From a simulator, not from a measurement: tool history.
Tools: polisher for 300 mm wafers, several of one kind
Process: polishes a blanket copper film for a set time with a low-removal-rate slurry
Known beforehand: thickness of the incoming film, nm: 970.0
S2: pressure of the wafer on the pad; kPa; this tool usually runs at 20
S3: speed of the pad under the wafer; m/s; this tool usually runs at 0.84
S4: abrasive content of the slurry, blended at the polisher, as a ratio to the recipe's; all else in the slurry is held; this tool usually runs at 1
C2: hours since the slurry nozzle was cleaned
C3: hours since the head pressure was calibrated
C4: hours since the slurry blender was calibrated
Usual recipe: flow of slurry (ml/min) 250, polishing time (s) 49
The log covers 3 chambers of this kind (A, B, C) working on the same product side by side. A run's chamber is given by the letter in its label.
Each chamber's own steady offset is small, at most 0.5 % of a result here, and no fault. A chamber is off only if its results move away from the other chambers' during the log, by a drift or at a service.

run 1C hour=6.6 | flow_of_slurry_(ml/min)=250 S2=20 S3=0.84 S4=1 polishing_time_(s)=49 | wafers_polished_on_this_pad=1248 C2=290.7 C3=351.8 C4=109 | film_removed_(angstrom)=1366
run 2A hour=12.9 | flow_of_slurry_(ml/min)=250 S2=20 S3=0.84 S4=1 polishing_time_(s)=49 | wafers_polished_on_this_pad=264 C2=246.8 C3=197.7 C4=16.1 | film_removed_(angstrom)=1369.6
-- hour=20.2 chamber C: slurry blender recalibrated
-- hour=23.6 chamber C: worn pad replaced by a new one
run 3B hour=23.7 | flow_of_slurry_(ml/min)=250 S2=20 S3=0.84 S4=1 polishing_time_(s)=49 | wafers_polished_on_this_pad=569 C2=95.8 C3=158.3 C4=91.1 | film_removed_(angstrom)=1398.5
run 4A hour=29.9 | flow_of_slurry_(ml/min)=250 S2=20 S3=0.84 S4=1 polishing_time_(s)=49 | wafers_polished_on_this_pad=385 C2=263.8 C3=214.7 C4=33.1 | film_removed_(angstrom)=1376.1
run 5B hour=37.3 | flow_of_slurry_(ml/min)=250 S2=20 S3=0.84 S4=1 polishing_time_(s)=49 | wafers_polished_on_this_pad=665 C2=109.4 C3=171.9 C4=104.7 | film_removed_(angstrom)=1390.3
run 6C hour=43.8 | flow_of_slurry_(ml/min)=250 S2=20 S3=0.84 S4=1 polishing_time_(s)=49 | wafers_polished_on_this_pad=143 C2=327.9 C3=389 C4=23.6 | film_removed_(angstrom)=1383.7
-- hour=44.1 chamber C: head pressure recalibrated
run 7C hour=54.9 | flow_of_slurry_(ml/min)=250 S2=20 S3=0.84 S4=1 polishing_time_(s)=49 | wafers_polished_on_this_pad=222 C2=339 C3=10.8 C4=34.7 | film_removed_(angstrom)=1370.4
run 8A hour=65.7 | flow_of_slurry_(ml/min)=250 S2=20 S3=0.84 S4=1 polishing_time_(s)=49 | wafers_polished_on_this_pad=638 C2=299.6 C3=250.5 C4=68.9 | film_removed_(angstrom)=1366.5
-- hour=65.8 chamber B: worn pad replaced by a new one
run 9B hour=74.9 | flow_of_slurry_(ml/min)=250 S2=20 S3=0.84 S4=1 polishing_time_(s)=49 | wafers_polished_on_this_pad=64 C2=147 C3=209.5 C4=142.3 | film_removed_(angstrom)=1431.1
-- hour=79.7 chamber A: slurry nozzle cleaned
run 10C hour=82.7 | flow_of_slurry_(ml/min)=250 S2=20 S3=0.84 S4=1 polishing_time_(s)=49 | wafers_polished_on_this_pad=418 C2=366.8 C3=38.6 C4=62.5 | film_removed_(angstrom)=1402.7
-- hour=86.9 chamber B: slurry blender recalibrated
run 11A hour=89.9 | flow_of_slurry_(ml/min)=250 S2=20 S3=0.84 S4=1 polishing_time_(s)=49 | wafers_polished_on_this_pad=809 C2=10.3 C3=274.7 C4=93.1 | film_removed_(angstrom)=1348.9
run 12B hour=97 | flow_of_slurry_(ml/min)=250 S2=24.8 S3=0.66 S4=1 polishing_time_(s)=49 | wafers_polished_on_this_pad=221 C2=169.1 C3=231.6 C4=10.1 | film_removed_(angstrom)=1340
run 13C hour=106.8 | flow_of_slurry_(ml/min)=250 S2=24.8 S3=0.66 S4=1 polishing_time_(s)=49 | wafers_polished_on_this_pad=589 C2=390.9 C3=62.7 C4=86.6 | film_removed_(angstrom)=1354
run 14B hour=115.6 | flow_of_slurry_(ml/min)=250 S2=24.8 S3=0.66 S4=1 polishing_time_(s)=49 | wafers_polished_on_this_pad=352 C2=187.7 C3=250.2 C4=28.7 | film_removed_(angstrom)=1360.6
run 15A hour=122.1 | flow_of_slurry_(ml/min)=250 S2=20 S3=0.84 S4=1 polishing_time_(s)=49 | wafers_polished_on_this_pad=1037 C2=42.5 C3=306.9 C4=125.3 | film_removed_(angstrom)=1372.7
run 16C hour=128.9 | flow_of_slurry_(ml/min)=250 S2=20 S3=0.84 S4=1 polishing_time_(s)=49 | wafers_polished_on_this_pad=745 C2=413 C3=84.8 C4=108.7 | film_removed_(angstrom)=1373
-- hour=136.9 chamber A: slurry blender recalibrated
run 17A hour=141 | flow_of_slurry_(ml/min)=250 S2=20 S3=0.84 S4=1 polishing_time_(s)=49 | wafers_polished_on_this_pad=1170 C2=61.4 C3=325.8 C4=4.1 | film_removed_(angstrom)=1327.6
run 18B hour=154.3 | flow_of_slurry_(ml/min)=250 S2=20 S3=0.84 S4=1 polishing_time_(s)=49 | wafers_polished_on_this_pad=626 C2=226.4 C3=288.9 C4=67.4 | film_removed_(angstrom)=1399.1
run 19B hour=166.8 | flow_of_slurry_(ml/min)=250 S2=20 S3=0.84 S4=1 polishing_time_(s)=49 | wafers_polished_on_this_pad=714 C2=238.9 C3=301.4 C4=79.9 | film_removed_(angstrom)=1382.7
-- hour=167.8 chamber C: slurry blender recalibrated
run 20A hour=177.8 | flow_of_slurry_(ml/min)=250 S2=20 S3=0.84 S4=1 polishing_time_(s)=49 | wafers_polished_on_this_pad=1430 C2=98.2 C3=362.6 C4=40.9 | film_removed_(angstrom)=1320
-- hour=181 chamber C: worn pad replaced by a new one
run 21C hour=186.1 | flow_of_slurry_(ml/min)=250 S2=20 S3=0.84 S4=1 polishing_time_(s)=49 | wafers_polished_on_this_pad=36 C2=470.2 C3=142 C4=18.4 | film_removed_(angstrom)=1397.5
-- hour=186.9 chamber B: worn pad replaced by a new one
run 22C hour=194.7 | flow_of_slurry_(ml/min)=250 S2=20 S3=0.84 S4=1 polishing_time_(s)=49 | wafers_polished_on_this_pad=97 C2=478.8 C3=150.6 C4=27 | film_removed_(angstrom)=1396
run 23A hour=204.2 | flow_of_slurry_(ml/min)=250 S2=20 S3=0.84 S4=1 polishing_time_(s)=49 | wafers_polished_on_this_pad=1617 C2=124.6 C3=389 C4=67.3 | film_removed_(angstrom)=1342.5
-- hour=213.3 chamber B: slurry blender recalibrated
run 24B hour=215.7 | flow_of_slurry_(ml/min)=250 S2=20 S3=0.84 S4=1 polishing_time_(s)=49 | wafers_polished_on_this_pad=204 C2=287.8 C3=350.3 C4=2.5 | film_removed_(angstrom)=1401.7
run 25A hour=227.1 | flow_of_slurry_(ml/min)=250 S2=20 S3=0.84 S4=1 polishing_time_(s)=49 | wafers_polished_on_this_pad=1779 C2=147.5 C3=411.9 C4=90.2 | film_removed_(angstrom)=1314.1
run 26C hour=235.1 | flow_of_slurry_(ml/min)=250 S2=20 S3=0.84 S4=1 polishing_time_(s)=49 | wafers_polished_on_this_pad=382 C2=519.2 C3=191 C4=67.4 | film_removed_(angstrom)=1370.6
run 27B hour=248.9 | flow_of_slurry_(ml/min)=250 S2=20 S3=0.84 S4=1 polishing_time_(s)=49 | wafers_polished_on_this_pad=438 C2=321 C3=383.5 C4=35.7 | film_removed_(angstrom)=1413.7
-- hour=255.9 chamber A: head pressure recalibrated
run 28B hour=261.1 | flow_of_slurry_(ml/min)=250 S2=20 S3=0.84 S4=1 polishing_time_(s)=49 | wafers_polished_on_this_pad=525 C2=333.2 C3=395.7 C4=47.9 | film_removed_(angstrom)=1387.7
-- hour=264.6 chamber A: slurry blender recalibrated
run 29A hour=270.5 | flow_of_slurry_(ml/min)=250 S2=20 S3=0.84 S4=1 polishing_time_(s)=49 | wafers_polished_on_this_pad=2086 C2=190.9 C3=14.7 C4=5.9 | film_removed_(angstrom)=1289.3
run 30C hour=280.1 | flow_of_slurry_(ml/min)=250 S2=20 S3=0.84 S4=1 polishing_time_(s)=59 | wafers_polished_on_this_pad=701 C2=564.2 C3=236 C4=112.4 | film_removed_(angstrom)=1683.6
-- hour=288.4 chamber B: worn pad replaced by a new one
run 31B hour=289.1 | flow_of_slurry_(ml/min)=250 S2=20 S3=0.84 S4=1 polishing_time_(s)=59 | wafers_polished_on_this_pad=5 C2=361.2 C3=423.7 C4=75.9 | film_removed_(angstrom)=1675.6
-- hour=292.5 chamber C: slurry blender recalibrated
run 32C hour=300.8 | flow_of_slurry_(ml/min)=250 S2=20 S3=0.84 S4=1 polishing_time_(s)=59 | wafers_polished_on_this_pad=847 C2=584.9 C3=256.7 C4=8.3 | film_removed_(angstrom)=1674.4

Has any chamber moved away from the others, gradually or after a service, or does the common gauge drift, or do the chambers differ only by their own small steady offsets? State the chamber and the most likely cause if one applies.

Little by little, chamber A moves away from the other chambers.
Likeliest cause: removal rate lost through wear of the pad, % = 7.18.

Below are 4 candidate recipes for chamber A's next run, each the usual settings with a change, their results shown as question marks. Which of them brings A's results back in line with what the other chambers give on the usual settings?
Counts as in line when no further than this from what the other chambers average on the usual settings: film removed (angstrom) 51
run 33A-1 hour=310.9 | flow_of_slurry_(ml/min)=250 S2=20 S3=0.84 S4=1 polishing_time_(s)=50 | film_removed_(angstrom)=?
run 33A-2 hour=310.9 | flow_of_slurry_(ml/min)=250 S2=21.4 S3=0.84 S4=1 polishing_time_(s)=49 | film_removed_(angstrom)=?
run 33A-3 hour=310.9 | flow_of_slurry_(ml/min)=250 S2=20 S3=0.84 S4=1 polishing_time_(s)=45 | film_removed_(angstrom)=?
run 33A-4 hour=310.9 | flow_of_slurry_(ml/min)=250 S2=20 S3=0.82 S4=1 polishing_time_(s)=49 | film_removed_(angstrom)=?

On the usual settings, the other chambers give on average: film removed (angstrom) 1395.4
run=33A-1 film_removed_(angstrom)=1316
run=33A-2 film_removed_(angstrom)=1380
run=33A-3 film_removed_(angstrom)=1184.4
run=33A-4 film_removed_(angstrom)=1259.4
The right change is 33A-2: it brings the chamber back within the allowed miss of the others.

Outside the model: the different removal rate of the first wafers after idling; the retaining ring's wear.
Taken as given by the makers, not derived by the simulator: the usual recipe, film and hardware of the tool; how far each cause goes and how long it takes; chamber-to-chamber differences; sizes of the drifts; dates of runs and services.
